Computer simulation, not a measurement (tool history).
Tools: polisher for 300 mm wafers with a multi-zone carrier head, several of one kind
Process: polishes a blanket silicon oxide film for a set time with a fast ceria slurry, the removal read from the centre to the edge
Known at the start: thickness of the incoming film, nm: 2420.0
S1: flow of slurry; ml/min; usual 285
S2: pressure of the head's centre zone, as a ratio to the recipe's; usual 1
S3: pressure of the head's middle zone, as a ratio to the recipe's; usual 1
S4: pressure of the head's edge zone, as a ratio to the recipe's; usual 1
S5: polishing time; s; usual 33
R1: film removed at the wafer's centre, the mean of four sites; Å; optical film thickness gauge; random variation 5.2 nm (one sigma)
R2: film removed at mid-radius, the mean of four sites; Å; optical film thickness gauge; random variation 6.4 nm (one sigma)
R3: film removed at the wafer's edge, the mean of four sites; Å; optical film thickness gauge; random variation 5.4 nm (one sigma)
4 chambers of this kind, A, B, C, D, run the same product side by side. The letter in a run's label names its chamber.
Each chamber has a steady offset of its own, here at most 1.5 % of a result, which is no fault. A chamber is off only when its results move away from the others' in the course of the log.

run 1D hour=3 | S1=285 S2=1 S3=1 S4=1 S5=33 | R1=5415.4 R2=5432.7 R3=5482
run 2A hour=6.8 | S1=285 S2=1 S3=1 S4=1 S5=33 | R1=5421.9 R2=5486.5 R3=5456
run 3B hour=10.6 | S1=285 S2=1 S3=1 S4=1 S5=33 | R1=5448 R2=5376.2 R3=5467.5
-- hour=14.4 chamber B: worn pad replaced by a new one
run 4C hour=15 | S1=285 S2=1 S3=1 S4=1 S5=33 | R1=5330.1 R2=5519.9 R3=5454.7
run 5B hour=18.8 | S1=285 S2=1 S3=1 S4=1 S5=33 | R1=5477.9 R2=5331 R3=5458.4
run 6D hour=23.6 | S1=285 S2=1.09 S3=1 S4=1 S5=43 | R1=7765.9 R2=7071.1 R3=7024.1
run 7C hour=27.5 | S1=285 S2=1.09 S3=1 S4=1 S5=43 | R1=7648.6 R2=7059.3 R3=7083.1
run 8A hour=32.4 | S1=285 S2=1.09 S3=1 S4=1 S5=43 | R1=7771.7 R2=7084.5 R3=7075.2
run 9C hour=36.9 | S1=285 S2=1.09 S3=1 S4=1 S5=43 | R1=7693.3 R2=7035.5 R3=7006.7
-- hour=39.5 chamber A: worn pad replaced by a new one
run 10A hour=40.6 | S1=285 S2=1 S3=0.94 S4=1 S5=44 | R1=7245 R2=6780.2 R3=7348.4
run 11D hour=43.8 | S1=285 S2=1 S3=0.94 S4=1 S5=44 | R1=7192.3 R2=6818.6 R3=7001.6
run 12B hour=47 | S1=285 S2=1 S3=0.94 S4=1 S5=44 | R1=7213.2 R2=6791.1 R3=7265.8
run 13B hour=52.6 | S1=285 S2=1 S3=0.94 S4=1 S5=44 | R1=7223.4 R2=6768.2 R3=7370.7
-- hour=55.3 chamber C: worn pad replaced by a new one
run 14A hour=56.7 | S1=285 S2=1 S3=1 S4=1 S5=33 | R1=5486.7 R2=5407.2 R3=5458.9
-- hour=58.9 chamber B: worn pad replaced by a new one
run 15C hour=61.5 | S1=285 S2=1.12 S3=1 S4=1 S5=33 | R1=6041.3 R2=5501 R3=5457.2
run 16D hour=64.8 | S1=285 S2=1.12 S3=1 S4=1 S5=33 | R1=5913.4 R2=5401.6 R3=5174.1
run 17A hour=69.9 | S1=285 S2=1.12 S3=1 S4=1 S5=33 | R1=6104.9 R2=5345.4 R3=5393
run 18B hour=73.3 | S1=285 S2=1.12 S3=1 S4=1 S5=33 | R1=6086.9 R2=5389.1 R3=5496.7
-- hour=76.2 chamber B: slurry nozzle cleaned
run 19C hour=78.3 | S1=285 S2=1 S3=1 S4=1 S5=33 | R1=5334.4 R2=5415.8 R3=5321.6
run 20D hour=81.9 | S1=285 S2=1 S3=1 S4=1 S5=33 | R1=5163.5 R2=5253.1 R3=5175.1
run 21B hour=87 | S1=285 S2=1 S3=1 S4=1 S5=33 | R1=5480.4 R2=5481.8 R3=5500.3
run 22C hour=90.6 | S1=285 S2=1 S3=1 S4=1 S5=33 | R1=5381.3 R2=5382.8 R3=5403.6
run 23D hour=96.2 | S1=285 S2=1 S3=1 S4=1 S5=33 | R1=5097.8 R2=5212.3 R3=5198.9
run 24A hour=102.8 | S1=245 S2=0.93 S3=1 S4=1 S5=33 | R1=4987.5 R2=5267.4 R3=5298.7
-- hour=103.4 chamber B: worn pad replaced by a new one
-- hour=103.4 chamber B: centre zone pressure recalibrated
run 25B hour=107.4 | S1=245 S2=0.93 S3=1 S4=1 S5=33 | R1=4898.5 R2=5434.4 R3=5387.1
-- hour=110 chamber A: worn pad replaced by a new one
run 26A hour=113.3 | S1=245 S2=0.93 S3=1 S4=1 S5=33 | R1=5003.7 R2=5306.3 R3=5370.2
run 27C hour=117 | S1=245 S2=0.93 S3=1 S4=1 S5=33 | R1=4864.8 R2=5428.9 R3=5414.3
run 28D hour=123.6 | S1=285 S2=1 S3=1 S4=1 S5=33 | R1=5000.4 R2=4974.6 R3=5023.3
-- hour=126.2 chamber C: slurry nozzle cleaned
run 29C hour=126.9 | S1=285 S2=1 S3=1 S4=1 S5=33 | R1=5391.7 R2=5488.9 R3=5482.2
run 30D hour=131.8 | S1=285 S2=1 S3=1 S4=1 S5=33 | R1=4906 R2=5044.2 R3=4918
run 31A hour=134.9 | S1=285 S2=1 S3=1 S4=1 S5=33 | R1=5462.3 R2=5382 R3=5349.1
run 32B hour=138.4 | S1=285 S2=1 S3=1 S4=1 S5=33 | R1=5500.7 R2=5422.7 R3=5420.5
run 33C hour=143 | S1=285 S2=1 S3=1 S4=0.88 S5=26 | R1=4237.3 R2=4290.6 R3=3995
run 34B hour=148.2 | S1=285 S2=1 S3=1 S4=0.88 S5=26 | R1=4267.1 R2=4339.1 R3=3962.4
-- hour=148.9 chamber C: worn pad replaced by a new one
run 35D hour=153.1 | S1=285 S2=1 S3=1 S4=0.88 S5=26 | R1=3846.1 R2=3856.7 R3=3603.7
run 36A hour=156.9 | S1=285 S2=1 S3=1 S4=0.88 S5=26 | R1=4371.1 R2=4192.5 R3=3922.7
-- hour=159.9 chamber B: worn pad replaced by a new one
run 37C hour=162.6 | S1=285 S2=1 S3=1 S4=1 S5=33 | R1=5441.7 R2=5491.6 R3=5427.7
run 38B hour=167.5 | S1=285 S2=1 S3=1 S4=1 S5=33 | R1=5445.8 R2=5452.3 R3=5505
-- hour=171 chamber D: edge zone pressure recalibrated
run 39A hour=172 | S1=285 S2=1 S3=1 S4=1 S5=33 | R1=5495.6 R2=5366.3 R3=5402.2
run 40D hour=177.7 | S1=250 S2=1.1 S3=1 S4=1 S5=33 | R1=5225.1 R2=4672.2 R3=4704.7

Next, every chamber runs the same settings. What will each give?
run 41A hour=182.5 | S1=285 S2=1 S3=1 S4=1 S5=33 | R1=? R2=? R3=?
run 41B hour=182.5 | S1=285 S2=1 S3=1 S4=1 S5=33 | R1=? R2=? R3=?
run 41C hour=182.5 | S1=285 S2=1 S3=1 S4=1 S5=33 | R1=? R2=? R3=?
run 41D hour=182.5 | S1=285 S2=1 S3=1 S4=1 S5=33 | R1=? R2=? R3=?

run=41A R1=5365.2 R2=5273.3 R3=5441.8
run=41B R1=5455.4 R2=5435.3 R3=5389.5
run=41C R1=5439.9 R2=5498.9 R3=5385.5
run=41D R1=4740.3 R2=4750.4 R3=4750.1
